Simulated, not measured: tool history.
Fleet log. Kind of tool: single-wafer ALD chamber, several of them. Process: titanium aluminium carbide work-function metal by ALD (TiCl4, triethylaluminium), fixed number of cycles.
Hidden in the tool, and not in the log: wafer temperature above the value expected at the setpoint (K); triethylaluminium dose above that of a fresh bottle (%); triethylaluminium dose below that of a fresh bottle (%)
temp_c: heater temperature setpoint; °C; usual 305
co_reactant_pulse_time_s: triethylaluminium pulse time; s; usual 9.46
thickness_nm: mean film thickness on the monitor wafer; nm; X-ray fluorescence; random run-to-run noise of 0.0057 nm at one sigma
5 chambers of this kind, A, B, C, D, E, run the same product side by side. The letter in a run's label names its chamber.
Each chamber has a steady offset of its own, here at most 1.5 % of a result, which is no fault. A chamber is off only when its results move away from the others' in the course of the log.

run	day	temp_c	co_reactant_pulse_time_s	hours since the last thermocouple change	hours since the last triethylaluminium bottle change	read-back reference wafer on the same gauge, thickness_nm	thickness_nm
# day 0.300: chamber C: thermocouple changed; heater temperature recalibrated
1E	0.396	305	9.46	1081.2	1052.1	2.3909	2.0142
2A	0.658	305	9.46	1264.9	111.7	2.3898	2.0170
# day 0.742: chamber A: thermocouple changed; heater temperature recalibrated
3C	1.054	305	9.46	18.2	185.6	2.3891	2.0159
4B	1.333	305	9.46	973.4	79.8	2.3913	2.0244
5D	1.767	305	9.46	2296.6	306.4	2.3911	2.0405
6E	2.171	305	9.46	1123.8	1094.7	2.3905	2.0017
7A	2.488	305	9.46	42.0	155.6	2.3885	2.0098
8C	2.908	311	9.46	62.7	230.1	2.3883	2.0579
# day 2.917: chamber B: thermocouple changed; heater temperature recalibrated
9B	3.196	311	9.46	6.7	124.5	2.3907	2.0828
10D	3.625	311	9.46	2341.2	351.0	2.3917	2.0848
11E	4.083	311	9.46	1169.7	1140.6	2.3890	2.0572
12C	4.467	311	9.46	100.1	267.5	2.3903	2.0612
13D	4.758	305	9.46	2368.4	378.2	2.3885	2.0298
14B	5.100	305	9.46	52.4	170.2	2.3889	2.0241
15A	5.383	292	10.60	111.5	225.1	2.3914	1.9235
16D	5.800	292	10.60	2393.4	403.2	2.3889	1.9501
17B	6.254	292	10.60	80.1	197.9	2.3901	1.9406
18A	6.746	292	10.60	144.2	257.8	2.3883	1.9272
19E	7.067	292	10.60	1241.3	1212.2	2.3900	1.9199
20C	7.458	305	9.46	171.9	339.3	2.3892	2.0137
21C	7.758	305	9.46	179.1	346.5	2.3913	2.0095
22D	8.117	305	9.46	2449.0	458.8	2.3894	2.0258
23A	8.512	305	9.46	186.6	300.2	2.3901	2.0174
24E	8.904	305	9.46	1285.4	1256.3	2.3911	2.0194
25B	9.250	305	7.49	152.0	269.8	2.3912	1.9482
26C	9.562	305	7.49	222.4	389.8	2.3896	1.9374
27E	9.921	305	7.49	1309.8	1280.7	2.3900	1.9289
28B	10.258	305	7.49	176.2	294.0	2.3920	1.9498
29D	10.479	305	7.49	2505.7	515.5	2.3883	1.9704
30A	10.925	310	8.12	244.5	358.1	2.3890	2.0097
31C	11.283	310	8.12	263.7	431.1	2.3887	2.0056
32E	11.517	310	8.12	1348.1	1319.0	2.3885	2.0042
33D	11.825	310	8.12	2538.0	547.8	2.3889	2.0388
34B	12.146	310	8.12	221.5	339.3	2.3886	2.0255
35A	12.650	305	9.46	285.9	399.5	2.3901	2.0094

Decide between three cases: one chamber stands off from its peers, the gauge reading all wafers drifts, or nothing is wrong past each chamber's small offset. Where a chamber is off, say which and what most likely put it there.

Beyond each chamber's small constant offset nothing stands out, and the gauge stays steady.
